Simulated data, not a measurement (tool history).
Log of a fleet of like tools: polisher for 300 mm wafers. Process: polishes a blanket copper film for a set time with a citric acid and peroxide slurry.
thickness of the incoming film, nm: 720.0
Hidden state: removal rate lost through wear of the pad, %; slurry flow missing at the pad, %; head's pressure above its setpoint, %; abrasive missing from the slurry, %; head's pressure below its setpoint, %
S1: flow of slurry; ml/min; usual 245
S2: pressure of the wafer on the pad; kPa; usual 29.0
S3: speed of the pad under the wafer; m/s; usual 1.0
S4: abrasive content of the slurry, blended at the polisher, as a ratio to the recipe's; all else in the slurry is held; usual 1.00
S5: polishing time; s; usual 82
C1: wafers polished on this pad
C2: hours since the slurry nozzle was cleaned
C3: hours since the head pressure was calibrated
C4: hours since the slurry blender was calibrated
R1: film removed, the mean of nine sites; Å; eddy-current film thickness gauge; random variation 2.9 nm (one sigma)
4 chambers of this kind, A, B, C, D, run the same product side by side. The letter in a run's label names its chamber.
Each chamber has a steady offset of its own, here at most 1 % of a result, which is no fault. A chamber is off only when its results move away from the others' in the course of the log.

run    day   S1    S2   S3    S4  S5    C1     C2      C3     C4      R1
 1C  0.154  245  29.0  1.0  1.00  82   490  147.0   308.6  169.2  2182.1
 2D  0.379  245  29.0  1.0  1.00  82   376  384.6   826.5  137.3  2098.2
 3B  0.533  245  29.0  1.0  1.00  82   626  112.8   202.8  167.0  2185.7
 4A  0.779  245  29.0  1.0  1.00  82   406  412.9  1422.6   90.1  2154.6
 5A  1.033  245  29.0  1.0  1.00  82   462  419.0  1428.7   96.2  2178.0
 6C  1.238  245  29.0  1.0  1.00  82   730  173.0   334.6  195.2  2140.1
 7D  1.454  245  29.0  1.0  1.00  82   615  410.4   852.3  163.1  2162.4
 8B  1.612  245  29.0  1.0  1.00  82   865  138.7   228.7  192.9  2146.3
     1.621  -- chamber A: slurry nozzle cleaned
     1.692  -- chamber A: worn pad replaced by a new one
 9D  1.875  245  29.0  1.0  1.00  82   708  420.5   862.4  173.2  2165.9
     1.971  -- chamber C: worn pad replaced by a new one
10B  2.104  245  29.0  1.0  1.00  82   974  150.5   240.5  204.7  2132.3
11C  2.229  245  29.0  1.0  1.00  82    57  196.8   358.4  219.0  2169.3
12A  2.404  245  29.0  1.0  1.00  82   158   18.9  1461.6  129.1  2181.5
13C  2.583  245  29.0  1.0  1.00  82   136  205.3   366.9  227.5  2179.3
14D  2.750  245  29.0  1.0  1.00  82   902  441.5   883.4  194.2  2137.2
15A  2.992  245  29.0  1.0  1.00  82   288   33.0  1475.7  143.2  2198.1
     3.146  -- chamber D: head pressure recalibrated
16B  3.146  245  29.0  1.0  1.00  82  1205  175.5   265.5  229.7  2189.7
17C  3.392  245  29.0  1.0  1.00  82   315  224.7   386.3  246.9  2118.3
18A  3.554  245  29.0  1.0  1.00  82   413   46.5  1489.2  156.7  2176.5
     3.633  -- chamber B: worn pad replaced by a new one
19B  3.767  245  29.0  1.0  1.00  82    29  190.4   280.4  244.6  2112.4
20D  4.000  295  29.0  1.0  1.00  82  1179  471.5    20.5  224.2  2146.9
     4.142  -- chamber A: slurry blender recalibrated
     4.212  -- chamber A: worn pad replaced by a new one
21D  4.258  295  29.0  1.0  1.00  82  1236  477.7    26.7  230.4  2125.5
22C  4.542  295  29.0  1.0  1.00  82   570  252.3   413.9  274.5  2182.3
23B  4.729  295  29.0  1.0  1.00  82   243  213.5   303.5  267.7  2218.4
     4.838  -- chamber D: slurry nozzle cleaned
24A  4.946  245  29.0  1.0  1.00  82   163   79.9  1522.6   19.3  2250.7
25B  5.154  245  29.0  1.3  1.15  82   337  223.7   313.7  277.9  2889.8
     5.204  -- chamber A: head pressure recalibrated
26C  5.288  245  29.0  1.3  1.15  82   735  270.2   431.8  292.4  2908.7
27A  5.558  245  29.0  1.3  1.15  82   299   94.6     8.5   34.0  3008.5
28D  5.808  245  29.0  1.3  1.15  82  1579   23.3    63.9  267.6  2670.6
29A  6.025  245  29.0  1.0  1.00  82   402  105.8    19.7   45.2  2142.9
30C  6.162  245  29.0  1.0  0.80  82   929  291.2   452.8  313.4  2021.5
31B  6.367  245  29.0  1.0  0.80  82   606  252.8   342.8  307.0  2058.5
     6.429  -- chamber B: slurry blender recalibrated
32D  6.612  245  29.0  1.0  0.80  82  1758   42.6    83.2  286.9  1901.4
     6.812  -- chamber A: worn pad replaced by a new one
33C  6.812  245  29.0  1.0  0.80  82  1073  306.8   468.4  329.0  2071.4
34A  6.992  245  29.0  1.0  1.00  82    39  129.0    42.9   68.4  2177.7
     7.038  -- chamber C: worn pad replaced by a new one
35D  7.167  245  29.0  1.0  1.00  82  1880   55.9    96.5  300.2  1929.9
36B  7.383  245  29.0  1.0  1.00  82   831  277.2   367.2   23.0  2169.2
37B  7.608  245  29.0  1.0  1.00  82   881  282.6   372.6   28.4  2229.1
38A  7.771  245  29.0  1.0  1.00  82   212  147.7    61.6   87.1  2208.8
     7.808  -- chamber C: slurry blender recalibrated
39C  7.967  245  29.0  1.0  1.00  82   206  334.5   496.1    3.9  2145.9
40D  8.154  245  29.0  1.0  1.00  82  2099   79.6   120.2  323.9  2006.1
41C  8.296  245  29.0  1.0  1.00  82   279  342.4   504.0   11.8  2193.0
42A  8.579  245  29.0  1.0  1.00  82   391  167.1    81.0  106.5  2158.4
43D  8.729  245  29.0  1.0  1.00  82  2227   93.4   134.0  337.7  1913.6
     8.854  -- chamber B: worn pad replaced by a new one
44B  8.875  245  29.0  1.0  1.00  82     4  313.0   403.0   58.8  2143.7

Next, every chamber runs the same settings. What will each give?
45A  9.079  245  29.0  1.0  1.00  82                   ?
45B  9.079  245  29.0  1.0  1.00  82                   ?
45C  9.079  245  29.0  1.0  1.00  82                   ?
45D  9.079  245  29.0  1.0  1.00  82                   ?

run      R1
45A  2220.9
45B  2123.8
45C  2160.5
45D  1889.8
